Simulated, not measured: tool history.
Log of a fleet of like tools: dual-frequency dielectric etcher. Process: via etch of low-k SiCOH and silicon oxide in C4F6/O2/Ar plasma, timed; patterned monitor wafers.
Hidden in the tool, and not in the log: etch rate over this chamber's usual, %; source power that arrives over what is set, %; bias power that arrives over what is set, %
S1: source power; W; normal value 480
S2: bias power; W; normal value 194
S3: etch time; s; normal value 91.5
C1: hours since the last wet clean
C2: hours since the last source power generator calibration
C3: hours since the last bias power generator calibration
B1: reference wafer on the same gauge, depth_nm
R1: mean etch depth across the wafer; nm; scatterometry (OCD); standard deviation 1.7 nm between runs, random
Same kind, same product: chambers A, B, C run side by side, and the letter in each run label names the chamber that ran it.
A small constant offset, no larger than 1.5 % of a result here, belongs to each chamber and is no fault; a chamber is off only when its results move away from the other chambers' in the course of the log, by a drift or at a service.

| run | hour | S1 | S2 | S3 | C1 | C2 | C3 | B1 | R1 |
|---|---|---|---|---|---|---|---|---|---|
| 1B | 11.2 | 480 | 194 | 91.5 | 243.1 | 2310.6 | 426.4 | 294.03 | 281.93 |
| 2A | 23.2 | 480 | 194 | 91.5 | 404.9 | 2011 | 118.5 | 294.07 | 281.33 |
| 3C | 31.4 | 480 | 194 | 91.5 | 362 | 420.2 | 2636.3 | 294.61 | 287.05 |
| 4A | 39.8 | 480 | 194 | 91.5 | 421.5 | 2027.6 | 135.1 | 294.05 | 282.8 |
| 5C | 48 | 480 | 194 | 91.5 | 378.6 | 436.8 | 2652.9 | 294.47 | 285.77 |
| 6B | 56.2 | 480 | 194 | 103.5 | 288.1 | 2355.6 | 471.4 | 293.89 | 318.13 |
| 7C | 68.3 | 480 | 194 | 103.5 | 398.9 | 457.1 | 2673.2 | 293.93 | 323.24 |
| 8B | 76.2 | 480 | 194 | 103.5 | 308.1 | 2375.6 | 491.4 | 293.85 | 319.65 |
| 9A | 90.5 | 480 | 194 | 91.5 | 472.2 | 2078.3 | 185.8 | 294.02 | 284.92 |
|  | 93.5 | chamber B: source power generator calibrated |
| 10A | 101.4 | 480 | 194 | 91.5 | 483.1 | 2089.2 | 196.7 | 293.47 | 279.7 |
|  | 102.9 | chamber A: wet clean of the chamber |
| 11C | 110.2 | 520 | 232 | 91.5 | 440.8 | 499 | 2715.1 | 294.22 | 311.16 |
| 12B | 117.9 | 520 | 232 | 91.5 | 349.8 | 24.5 | 533.1 | 293.77 | 307.24 |
| 13A | 126.6 | 520 | 232 | 91.5 | 23.8 | 2114.4 | 221.9 | 293.95 | 306.19 |
| 14C | 139.9 | 480 | 194 | 91.5 | 470.5 | 528.7 | 2744.8 | 294.19 | 284.13 |
|  | 144.5 | chamber C: wet clean of the chamber |
| 15B | 151.2 | 480 | 194 | 91.5 | 383.1 | 57.8 | 566.4 | 293.42 | 283.56 |
| 16A | 165.1 | 480 | 194 | 91.5 | 62.3 | 2152.9 | 260.4 | 294.25 | 281.15 |
| 17C | 177 | 480 | 156 | 91.5 | 32.5 | 565.8 | 2781.9 | 293.98 | 276.05 |
| 18B | 185.1 | 480 | 156 | 91.5 | 417 | 91.7 | 600.3 | 293.8 | 261.99 |
| 19C | 194.1 | 480 | 156 | 91.5 | 49.6 | 582.9 | 2799 | 294.33 | 278.16 |
| 20A | 206 | 480 | 194 | 91.5 | 103.2 | 2193.8 | 301.3 | 294.15 | 279.04 |
| 21B | 212.9 | 480 | 194 | 91.5 | 444.8 | 119.5 | 628.1 | 294.48 | 280.34 |
|  | 217.2 | chamber B: wet clean of the chamber |
| 22A | 219.7 | 480 | 194 | 91.5 | 116.9 | 2207.5 | 315 | 294.66 | 280.89 |
| 23C | 232.4 | 480 | 194 | 91.5 | 87.9 | 621.2 | 2837.3 | 293.61 | 301.52 |
| 24B | 244.7 | 480 | 194 | 91.5 | 27.5 | 151.3 | 659.9 | 293.7 | 279.93 |
| 25A | 252.9 | 480 | 194 | 91.5 | 150.1 | 2240.7 | 348.2 | 293.81 | 280.76 |
| 26C | 262.4 | 480 | 214 | 75 | 117.9 | 651.2 | 2867.3 | 294.11 | 254.15 |
| 27B | 274.8 | 480 | 214 | 75 | 57.6 | 181.4 | 690 | 293.94 | 238.84 |
| 28C | 288.8 | 480 | 214 | 75 | 144.3 | 677.6 | 2893.7 | 293.64 | 248.06 |
| 29B | 295.5 | 480 | 194 | 91.5 | 78.3 | 202.1 | 710.7 | 294.51 | 279.77 |
| 30A | 305 | 480 | 194 | 91.5 | 202.2 | 2292.8 | 400.3 | 294 | 280.97 |
| 31C | 312.6 | 380 | 226 | 91.5 | 168.1 | 701.4 | 2917.5 | 293.77 | 282.82 |
| 32B | 321.3 | 380 | 226 | 91.5 | 104.1 | 227.9 | 736.5 | 294.06 | 267.08 |
| 33A | 333.6 | 380 | 226 | 91.5 | 230.8 | 2321.4 | 428.9 | 293.96 | 268.95 |
| 34B | 340.9 | 480 | 194 | 91.5 | 123.7 | 247.5 | 756.1 | 293.47 | 283.06 |
| 35A | 347.4 | 480 | 194 | 91.5 | 244.6 | 2335.2 | 442.7 | 294.14 | 279.14 |
| 36C | 355.4 | 480 | 194 | 91.5 | 210.9 | 744.2 | 2960.3 | 294.1 | 292.99 |
| 37A | 364.7 | 480 | 194 | 91.5 | 261.9 | 2352.5 | 460 | 293.5 | 284.1 |
| 38B | 372 | 480 | 194 | 91.5 | 154.8 | 278.6 | 787.2 | 294.58 | 283.51 |
| 39C | 382 | 480 | 194 | 91.5 | 237.5 | 770.8 | 2986.9 | 294 | 298.02 |
| 40A | 391.7 | 480 | 194 | 91.5 | 288.9 | 2379.5 | 487 | 294.11 | 283.68 |

For the next run the whole fleet of 3 chambers uses the same settings. Give each chamber's results:
| 41A | 402.1 | 480 | 209 | 91.5 |  |  |  |  | ? |
| 41B | 402.1 | 480 | 209 | 91.5 |  |  |  |  | ? |
| 41C | 402.1 | 480 | 209 | 91.5 |  |  |  |  | ? |

| run | R1 |
|---|---|
| 41A | 290.79 |
| 41B | 289.98 |
| 41C | 303.26 |

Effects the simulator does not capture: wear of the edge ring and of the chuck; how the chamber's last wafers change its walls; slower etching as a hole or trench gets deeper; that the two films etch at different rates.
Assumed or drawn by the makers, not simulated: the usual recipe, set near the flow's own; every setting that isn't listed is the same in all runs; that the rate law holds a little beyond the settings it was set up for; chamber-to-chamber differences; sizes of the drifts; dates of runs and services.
